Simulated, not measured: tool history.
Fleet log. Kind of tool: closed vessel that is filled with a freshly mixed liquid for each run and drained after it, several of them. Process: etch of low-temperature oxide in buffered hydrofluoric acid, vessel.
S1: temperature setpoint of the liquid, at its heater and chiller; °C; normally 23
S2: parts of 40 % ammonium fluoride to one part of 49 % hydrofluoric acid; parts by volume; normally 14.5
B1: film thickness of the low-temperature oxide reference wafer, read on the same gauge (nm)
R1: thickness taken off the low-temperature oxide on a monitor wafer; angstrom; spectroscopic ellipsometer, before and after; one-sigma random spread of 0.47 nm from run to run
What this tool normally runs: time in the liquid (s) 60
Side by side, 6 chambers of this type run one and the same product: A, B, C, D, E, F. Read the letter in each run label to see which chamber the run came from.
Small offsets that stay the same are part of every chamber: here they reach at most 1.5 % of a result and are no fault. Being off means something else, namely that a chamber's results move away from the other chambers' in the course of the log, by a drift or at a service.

Run 1D, hour 4.6: usual settings; B1 79.986. Result: R1 796.17 angstrom.
Run 2C, hour 8.8: usual settings; B1 80.007. Result: R1 799.84 angstrom.
Run 3A, hour 13.9: usual settings; B1 79.986. Result: R1 809.81 angstrom.
Run 4E, hour 16.5: usual settings; B1 80.004. Result: R1 789.85 angstrom.
Run 5B, hour 20.1: usual settings; B1 79.98. Result: R1 798.1 angstrom.
Run 6F, hour 23.3: usual settings but S1 25 °C, S2 11.5 parts by volume; B1 79.962. Result: R1 1119.3 angstrom.
Run 7D, hour 28.7: usual settings but S1 25 °C, S2 11.5 parts by volume; B1 79.972. Result: R1 1130.9 angstrom.
Run 8A, hour 32.3: usual settings but S1 25 °C, S2 11.5 parts by volume; B1 80.017. Result: R1 1122 angstrom.
Run 9B, hour 35.4: usual settings but S1 25 °C, S2 11.5 parts by volume; B1 80.002. Result: R1 1135.3 angstrom.
Run 10C, hour 38.3: usual settings but S1 25 °C, S2 11.5 parts by volume; B1 80.009. Result: R1 1154.8 angstrom.
Run 11F, hour 41.3: usual settings but S1 25 °C, S2 11.5 parts by volume; B1 79.971. Result: R1 1120.3 angstrom.
Run 12E, hour 46.7: usual settings; B1 80.007. Result: R1 793.18 angstrom.
Run 13F, hour 50.1: usual settings; B1 79.984. Result: R1 796.04 angstrom.
Run 14C, hour 54: usual settings; B1 80.008. Result: R1 819.4 angstrom.
Run 15B, hour 59: usual settings; B1 79.99. Result: R1 811.06 angstrom.
Run 16E, hour 64.4: usual settings; B1 79.989. Result: R1 792.26 angstrom.
Run 17A, hour 69.3: usual settings; B1 80.003. Result: R1 803.75 angstrom.
Run 18D, hour 72.4: usual settings; B1 80.035. Result: R1 804.27 angstrom.
Run 19E, hour 76.3: usual settings; B1 79.986. Result: R1 790.72 angstrom.
Run 20C, hour 79.3: usual settings but S1 25.5 °C; B1 80.011. Result: R1 973.07 angstrom.
Run 21F, hour 82.8: usual settings but S1 25.5 °C; B1 79.964. Result: R1 929.7 angstrom.
Run 22D, hour 87.7: usual settings but S1 25.5 °C; B1 80.02. Result: R1 918.17 angstrom.
Run 23B, hour 90.8: usual settings but S1 25.5 °C; B1 80.004. Result: R1 917.1 angstrom.
Run 24A, hour 94: usual settings but S1 25.5 °C; B1 80.036. Result: R1 927.36 angstrom.
Run 25B, hour 96.9: usual settings but S1 25.5 °C; B1 80.008. Result: R1 923.61 angstrom.
Run 26D, hour 101.7: usual settings; B1 79.993. Result: R1 803.84 angstrom.
Run 27C, hour 106.2: usual settings; B1 80.031. Result: R1 847.67 angstrom.
At hour 107.4: chamber F: thermometer replaced.
Run 28E, hour 109.3: usual settings; B1 80.001. Result: R1 795.92 angstrom.
Run 29F, hour 112: usual settings but S1 26.5 °C; B1 79.972. Result: R1 969.51 angstrom.
Run 30A, hour 114.5: usual settings but S1 26.5 °C; B1 79.972. Result: R1 988.24 angstrom.
Run 31A, hour 117.9: usual settings but S1 26.5 °C; B1 79.989. Result: R1 981.52 angstrom.
Run 32E, hour 120.8: usual settings but S1 26.5 °C; B1 80.034. Result: R1 964.94 angstrom.
Run 33B, hour 126.1: usual settings but S1 26.5 °C; B1 79.984. Result: R1 985.64 angstrom.
Run 34F, hour 128.9: usual settings but S1 26.5 °C; B1 79.976. Result: R1 967.92 angstrom.
At hour 130.8: chamber D: thermometer replaced.
At hour 133: chamber A: thermometer replaced.
Run 35D, hour 133.4: usual settings; B1 79.986. Result: R1 802.56 angstrom.
Run 36C, hour 136.2: usual settings; B1 79.985. Result: R1 864.73 angstrom.
Run 37C, hour 140: usual settings; B1 80.031. Result: R1 870.38 angstrom.
Run 38A, hour 145.1: usual settings; B1 80.053. Result: R1 804.06 angstrom.
Run 39F, hour 150.3: usual settings; B1 79.998. Result: R1 798.47 angstrom.

All chambers now run identical settings, listed one chamber a line with results as question marks. What results will each chamber show?
Run 40A, hour 154.3: usual settings. Result: R1 ?.
Run 40B, hour 154.3: usual settings. Result: R1 ?.
Run 40C, hour 154.3: usual settings. Result: R1 ?.
Run 40D, hour 154.3: usual settings. Result: R1 ?.
Run 40E, hour 154.3: usual settings. Result: R1 ?.
Run 40F, hour 154.3: usual settings. Result: R1 ?.

run      R1
40A  807.58
40B  810.68
40C  873.81
40D  798.35
40E  787.45
40F  804.32
